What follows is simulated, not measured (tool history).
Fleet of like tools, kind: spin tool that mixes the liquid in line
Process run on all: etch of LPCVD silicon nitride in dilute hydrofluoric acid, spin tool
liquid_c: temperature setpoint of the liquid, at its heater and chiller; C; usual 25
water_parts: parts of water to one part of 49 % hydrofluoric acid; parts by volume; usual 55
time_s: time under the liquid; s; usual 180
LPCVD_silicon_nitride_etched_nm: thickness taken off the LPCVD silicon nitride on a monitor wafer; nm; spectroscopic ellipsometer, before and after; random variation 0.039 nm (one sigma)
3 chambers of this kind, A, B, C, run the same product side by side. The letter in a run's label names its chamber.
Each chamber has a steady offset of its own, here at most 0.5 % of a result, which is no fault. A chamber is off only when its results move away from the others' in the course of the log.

run,day,liquid_c,water_parts,time_s,hours since the thermometer was replaced,hours since the hydrofluoric acid flow meter was replaced,"read-back film thickness of the LPCVD silicon nitride reference wafer, read on the same gauge (nm)",LPCVD_silicon_nitride_etched_nm
1B,0.254,25,55,180,209.4,31.1,30.018,1.5742
2C,0.496,25,55,180,18,703.8,30.056,1.5185
3A,0.65,25,55,180,2097.9,424.5,30.025,1.5087
4B,0.821,25,55,180,223,44.7,30.053,1.4307
5C,1.029,25,55,180,30.8,716.6,29.958,1.5041
6A,1.179,25,55,180,2110.6,437.2,30.019,1.496
7B,1.467,25,55,125,238.5,60.2,30.011,1.074
8A,1.658,25,55,125,2122.1,448.7,29.997,1.0299
9C,1.938,25,55,125,52.6,738.4,30.016,1.0565
10B,2.242,25,55,180,257.1,78.8,29.977,1.5095
11A,2.562,25,55,180,2143.8,470.4,30.01,1.5124
12C,2.854,29.5,40,180,74.6,760.4,30.028,2.7892
13C,3.058,29.5,40,180,79.5,765.3,30.033,2.7091
14A,3.254,29.5,40,180,2160.4,487,30.049,2.7861
15B,3.521,25,55,180,287.8,109.5,30.05,1.5352
16C,3.858,25,55,180,98.7,784.5,30.053,1.4496
17A,4.162,25,55,180,2182.2,508.8,29.989,1.4647
18B,4.358,23,55,135,307.9,129.6,30.041,0.94584
19C,4.529,23,55,135,114.8,800.6,30.007,1.0188
20A,4.804,23,55,135,2197.6,524.2,30.069,0.95516
21B,4.971,25,55,180,322.6,144.3,30,1.4785
22A,5.283,25,55,180,2209.1,535.7,29.99,1.5583
23B,5.475,25,55,180,334.7,156.4,29.989,1.6094
24C,5.629,29,55,180,141.2,827,29.991,1.9649
25C,5.95,29,55,180,148.9,834.7,30.027,1.9844
26A,6.146,29,55,180,2229.8,556.4,30.037,1.9342
27B,6.338,25,55,180,355.4,177.1,29.983,1.4896
28C,6.546,27.5,55,225,163.2,849,29.95,2.1512
29A,6.725,27.5,55,225,2243.7,570.3,29.954,2.1813
30B,6.925,27.5,55,225,369.5,191.2,30.021,2.2918
31C,7.262,25,55,180,180.4,866.2,30.016,1.5459
32B,7.542,25,55,180,384.3,206,29.974,1.5232
33A,7.867,25,55,180,2271.1,597.7,29.972,1.5364
34C,8.138,25,55,180,201.4,887.2,29.987,1.524

Each of the 3 chambers runs these same settings next. Fill in every chamber's results:
35A,8.379,25,55,180,,,,?
35B,8.379,25,55,180,,,,?
35C,8.379,25,55,180,,,,?

run,LPCVD_silicon_nitride_etched_nm
35A,1.5353
35B,1.5734
35C,1.552
